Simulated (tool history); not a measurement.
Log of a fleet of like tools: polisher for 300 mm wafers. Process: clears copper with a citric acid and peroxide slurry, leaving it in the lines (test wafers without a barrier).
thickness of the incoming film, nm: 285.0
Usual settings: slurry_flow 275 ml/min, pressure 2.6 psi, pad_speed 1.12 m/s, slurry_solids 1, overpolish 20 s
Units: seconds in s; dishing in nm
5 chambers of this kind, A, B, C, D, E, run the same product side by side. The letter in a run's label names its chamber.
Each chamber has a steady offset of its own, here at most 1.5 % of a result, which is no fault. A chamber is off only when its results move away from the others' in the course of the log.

| run | hour | slurry_flow | pressure | pad_speed | slurry_solids | overpolish | wafers polished on this pad | hours since the slurry nozzle was cleaned | hours since the head pressure was calibrated | hours since the slurry blender was calibrated | seconds | dishing |
|---|---|---|---|---|---|---|---|---|---|---|---|---|
| 1D | 4.6 | 275 | 2.6 | 1.12 | 1 | 20 | 703 | 157.8 | 848.4 | 180.7 | 150.3 | 25.029 |
| 2B | 6.8 | 275 | 2.6 | 1.12 | 1 | 20 | 141 | 148.2 | 68.4 | 115.5 | 148.99 | 25.079 |
|  | 8.1 | chamber D: worn pad replaced by a new one |
|  | 9.4 | chamber E: slurry blender recalibrated |
| 3E | 10.4 | 275 | 2.6 | 1.12 | 1 | 20 | 671 | 762.3 | 371.6 | 1.1 | 147.51 | 25.497 |
| 4C | 15.3 | 275 | 2.6 | 1.12 | 1 | 20 | 539 | 214.9 | 279.3 | 39.1 | 149.46 | 25.15 |
| 5A | 19.9 | 275 | 2.6 | 0.74 | 1 | 29 | 187 | 673.1 | 391 | 441.8 | 228.1 | 24.318 |
| 6A | 25 | 275 | 2.6 | 0.74 | 1 | 29 | 227 | 678.2 | 396.1 | 446.9 | 224.24 | 25.459 |
| 7E | 27.6 | 275 | 2.6 | 0.74 | 1 | 29 | 807 | 779.5 | 388.8 | 18.3 | 217.13 | 24.271 |
| 8D | 29.9 | 275 | 2.6 | 0.74 | 1 | 29 | 172 | 183.1 | 873.7 | 206 | 221.49 | 25.633 |
|  | 30.2 | chamber E: slurry nozzle cleaned |
|  | 32.7 | chamber A: slurry blender recalibrated |
| 9C | 34.6 | 275 | 2.6 | 0.74 | 1 | 29 | 692 | 234.2 | 298.6 | 58.4 | 224.27 | 24.746 |
| 10B | 37.7 | 275 | 2.6 | 1.12 | 1 | 20 | 386 | 179.1 | 99.3 | 146.4 | 146.47 | 25.16 |
| 11C | 41.5 | 275 | 2.6 | 1.12 | 1 | 20 | 747 | 241.1 | 305.5 | 65.3 | 152.58 | 26.405 |
| 12E | 45.3 | 275 | 2.6 | 1.12 | 1 | 20 | 947 | 15.1 | 406.5 | 36 | 151.13 | 25.702 |
| 13A | 48.3 | 275 | 2.6 | 1.12 | 1 | 20 | 411 | 701.5 | 419.4 | 15.7 | 150.1 | 26.214 |
| 14D | 50.9 | 275 | 2.6 | 1.12 | 1 | 20 | 339 | 204.1 | 894.7 | 227 | 146.2 | 25.773 |
| 15B | 53.6 | 275 | 2.6 | 1.12 | 1 | 20 | 512 | 195 | 115.2 | 162.3 | 148.8 | 25.847 |
| 16D | 56.2 | 275 | 2.6 | 1.12 | 1 | 20 | 381 | 209.4 | 900 | 232.3 | 148.05 | 25.523 |
| 17A | 59.3 | 275 | 2.6 | 1.12 | 1 | 20 | 498 | 712.5 | 430.4 | 26.7 | 150.57 | 25.56 |
| 18E | 63.4 | 275 | 2.6 | 1.12 | 1.2 | 20 | 1090 | 33.2 | 424.6 | 54.1 | 139.87 | 25.882 |
| 19B | 66.8 | 275 | 2.6 | 1.12 | 1.2 | 20 | 616 | 208.2 | 128.4 | 175.5 | 143.47 | 26.14 |
|  | 67.6 | chamber E: worn pad replaced by a new one |
| 20C | 71.2 | 275 | 2.6 | 1.12 | 1.2 | 20 | 982 | 270.8 | 335.2 | 95 | 145.58 | 26.305 |
| 21D | 74.2 | 275 | 2.6 | 1.12 | 1.2 | 20 | 523 | 227.4 | 918 | 250.3 | 146.65 | 26.194 |
| 22B | 78.9 | 275 | 2.6 | 1.12 | 1.2 | 20 | 712 | 220.3 | 140.5 | 187.6 | 144.25 | 26.272 |
|  | 80.4 | chamber C: slurry blender recalibrated |
| 23C | 82.6 | 275 | 2.6 | 1.12 | 1 | 20 | 1072 | 282.2 | 346.6 | 2.3 | 146.62 | 25.272 |
|  | 83.2 | chamber B: worn pad replaced by a new one |
| 24E | 86.5 | 275 | 2.6 | 1.12 | 1 | 20 | 149 | 56.3 | 447.7 | 77.2 | 147.75 | 24.525 |
| 25A | 91 | 275 | 2.6 | 1.12 | 1 | 20 | 749 | 744.2 | 462.1 | 58.4 | 149.6 | 25.38 |
|  | 95 | chamber D: worn pad replaced by a new one |
| 26A | 95 | 275 | 2.6 | 1.12 | 1 | 20 | 781 | 748.2 | 466.1 | 62.4 | 148.85 | 25.708 |
|  | 96.4 | chamber B: slurry blender recalibrated |
| 27C | 98.3 | 275 | 2.6 | 1.12 | 1 | 20 | 1196 | 297.9 | 362.3 | 18 | 149.32 | 24.996 |
| 28E | 102.9 | 275 | 2.6 | 1.12 | 1 | 20 | 279 | 72.7 | 464.1 | 93.6 | 150.2 | 24.601 |
| 29D | 106.8 | 275 | 2.6 | 1.12 | 1 | 20 | 94 | 260 | 950.6 | 282.9 | 152.34 | 24.876 |
| 30B | 111.7 | 275 | 2.6 | 1.12 | 1 | 20 | 225 | 253.1 | 173.3 | 15.3 | 145.85 | 26.114 |
|  | 112 | chamber C: head pressure recalibrated |
| 31C | 114.5 | 275 | 2.6 | 1.4 | 0.7 | 20 | 1324 | 314.1 | 2.6 | 34.2 | 131.06 | 28.623 |
| 32E | 119 | 275 | 2.6 | 1.4 | 0.7 | 20 | 407 | 88.8 | 480.2 | 109.7 | 128.51 | 28.593 |
| 33B | 123.6 | 275 | 2.6 | 1.4 | 0.7 | 20 | 320 | 265 | 185.2 | 27.2 | 128.04 | 28.499 |
| 34D | 127.7 | 275 | 2.6 | 1.4 | 0.7 | 20 | 259 | 280.9 | 971.5 | 303.8 | 135.43 | 26.241 |
| 35A | 130.3 | 275 | 2.6 | 1.4 | 0.7 | 20 | 1060 | 783.5 | 501.4 | 97.7 | 131.96 | 29.132 |
| 36C | 134.7 | 345 | 2.6 | 1.12 | 1.15 | 20 | 1484 | 334.3 | 22.8 | 54.4 | 144.22 | 25.232 |
| 37B | 139.4 | 345 | 2.6 | 1.12 | 1.15 | 20 | 445 | 280.8 | 201 | 43 | 142.48 | 26.02 |
| 38D | 144.4 | 345 | 2.6 | 1.12 | 1.15 | 20 | 391 | 297.6 | 988.2 | 320.5 | 150.29 | 24.765 |

What goes on in this fleet: one chamber off, a drifting gauge, or nothing beyond the chambers' own small offsets? Name the chamber and the cause, if any.

Chamber D drifts away from the others.
Cause: abrasive missing from the slurry, % = 33.9.
The log may not tell that from: head's pressure below its setpoint, %.

Here are 4 candidates for chamber D's next run, each the usual settings with a change, their results left as question marks. Which one brings its results back in line with what the others give on the usual settings?
In line means no further than this from the other chambers' mean on the usual settings: seconds 6.9 s; dishing 1.8 nm
| 39D-1 | 148.1 | 275 | 2.4 | 1.02 | 1 | 20 |  |  |  |  | ? | ? |
| 39D-2 | 148.1 | 275 | 2.7 | 1.16 | 1 | 20 |  |  |  |  | ? | ? |
| 39D-3 | 148.1 | 275 | 2.5 | 1.08 | 1 | 20 |  |  |  |  | ? | ? |
| 39D-4 | 148.1 | 275 | 2.8 | 1.22 | 1 | 20 |  |  |  |  | ? | ? |

The other chambers' mean on the usual settings: seconds 149.33 s; dishing 25.471 nm
| run | seconds | dishing |
|---|---|---|
| 39D-1 | 189.56 | 20.519 |
| 39D-2 | 149.11 | 25.187 |
| 39D-3 | 172.32 | 22.276 |
| 39D-4 | 136.96 | 27.026 |
39D-2 brings the chamber back in line.

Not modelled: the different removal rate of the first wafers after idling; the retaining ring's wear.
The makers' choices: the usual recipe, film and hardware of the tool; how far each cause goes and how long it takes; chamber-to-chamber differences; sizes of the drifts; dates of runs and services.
